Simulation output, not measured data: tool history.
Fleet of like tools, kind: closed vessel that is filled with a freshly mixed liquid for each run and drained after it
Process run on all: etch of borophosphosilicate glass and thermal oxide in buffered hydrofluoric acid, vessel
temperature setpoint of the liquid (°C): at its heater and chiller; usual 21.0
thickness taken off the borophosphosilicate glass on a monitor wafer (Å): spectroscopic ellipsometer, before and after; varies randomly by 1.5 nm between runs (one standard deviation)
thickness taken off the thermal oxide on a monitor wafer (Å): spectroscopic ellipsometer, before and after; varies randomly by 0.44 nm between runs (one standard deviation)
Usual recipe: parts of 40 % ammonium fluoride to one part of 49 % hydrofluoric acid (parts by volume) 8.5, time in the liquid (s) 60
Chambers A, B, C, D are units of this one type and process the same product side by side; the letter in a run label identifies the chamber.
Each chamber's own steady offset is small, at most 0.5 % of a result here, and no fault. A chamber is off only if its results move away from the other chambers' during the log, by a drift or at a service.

| run | hour | temperature setpoint of the liquid (°C) | parts of 40 % ammonium fluoride to one part of 49 % hydrofluoric acid (parts by volume) | time in the liquid (s) | read-back film thickness of the borophosphosilicate glass reference wafer, read on the same gauge (nm) | read-back film thickness of the thermal oxide reference wafer, read on the same gauge (nm) | thickness taken off the borophosphosilicate glass on a monitor wafer (Å) | thickness taken off the thermal oxide on a monitor wafer (Å) |
|---|---|---|---|---|---|---|---|---|
| 1C | 4.9 | 21.0 | 8.5 | 60 | 29.967 | 79.987 | 1493.30 | 669.03 |
|  | 5.8 | chamber C: thermometer replaced |
| 2D | 9.9 | 21.0 | 8.5 | 60 | 30.006 | 79.975 | 1482.00 | 672.37 |
| 3B | 14.5 | 21.0 | 8.5 | 60 | 30.001 | 79.985 | 1466.60 | 672.21 |
| 4A | 19.4 | 21.0 | 8.5 | 60 | 29.996 | 79.992 | 1491.00 | 674.34 |
| 5D | 24.3 | 21.0 | 8.5 | 60 | 30.017 | 80.007 | 1475.10 | 671.49 |
| 6A | 29.5 | 21.0 | 8.5 | 60 | 30.008 | 80.011 | 1471.10 | 672.75 |
| 7C | 33.3 | 21.0 | 8.5 | 60 | 29.973 | 80.000 | 1490.20 | 671.55 |
| 8B | 36.7 | 21.0 | 8.5 | 60 | 30.019 | 80.028 | 1468.00 | 669.73 |
| 9D | 43.5 | 21.0 | 8.5 | 60 | 29.988 | 79.957 | 1434.80 | 672.74 |
| 10B | 48.4 | 21.0 | 8.5 | 60 | 29.995 | 80.029 | 1467.30 | 676.18 |
| 11A | 52.8 | 21.0 | 8.5 | 60 | 29.974 | 79.986 | 1475.10 | 669.64 |
| 12C | 56.6 | 21.0 | 8.5 | 60 | 30.006 | 80.009 | 1478.10 | 668.43 |
| 13D | 63.7 | 23.5 | 7.0 | 60 | 29.995 | 79.962 | 2093.90 | 945.11 |
| 14B | 70.2 | 23.5 | 7.0 | 60 | 30.007 | 80.024 | 2085.10 | 959.68 |
| 15C | 77.7 | 23.5 | 7.0 | 60 | 30.007 | 80.015 | 2103.30 | 952.58 |
| 16A | 82.9 | 23.5 | 7.0 | 60 | 29.972 | 79.986 | 2056.70 | 953.46 |
| 17C | 88.8 | 21.0 | 8.5 | 60 | 29.963 | 80.000 | 1502.00 | 669.37 |
| 18D | 92.6 | 21.0 | 11.0 | 60 | 30.020 | 80.027 | 1178.70 | 538.05 |
| 19A | 97.3 | 21.0 | 11.0 | 60 | 29.975 | 80.000 | 1201.60 | 539.70 |
| 20B | 101.4 | 21.0 | 11.0 | 60 | 30.003 | 79.959 | 1156.60 | 536.01 |
| 21C | 108.0 | 21.0 | 11.0 | 60 | 30.000 | 79.989 | 1163.00 | 539.03 |
| 22A | 113.5 | 23.5 | 11.5 | 60 | 29.981 | 80.027 | 1317.50 | 599.12 |
| 23D | 118.0 | 23.5 | 11.5 | 60 | 29.966 | 80.050 | 1311.30 | 581.16 |
| 24B | 122.8 | 23.5 | 11.5 | 60 | 29.979 | 79.976 | 1277.40 | 591.61 |
| 25A | 130.3 | 23.5 | 11.5 | 60 | 29.970 | 79.990 | 1296.60 | 598.40 |
| 26B | 135.5 | 17.5 | 8.5 | 30 | 29.978 | 80.026 | 609.10 | 275.58 |
| 27C | 140.9 | 17.5 | 8.5 | 30 | 30.008 | 80.007 | 612.76 | 276.88 |

Decide between three cases: one chamber stands off from its peers, the gauge reading all wafers drifts, or nothing is wrong past each chamber's small offset. Where a chamber is off, say which and what most likely put it there.

No chamber stands off beyond its own small offset, and the gauge holds steady.
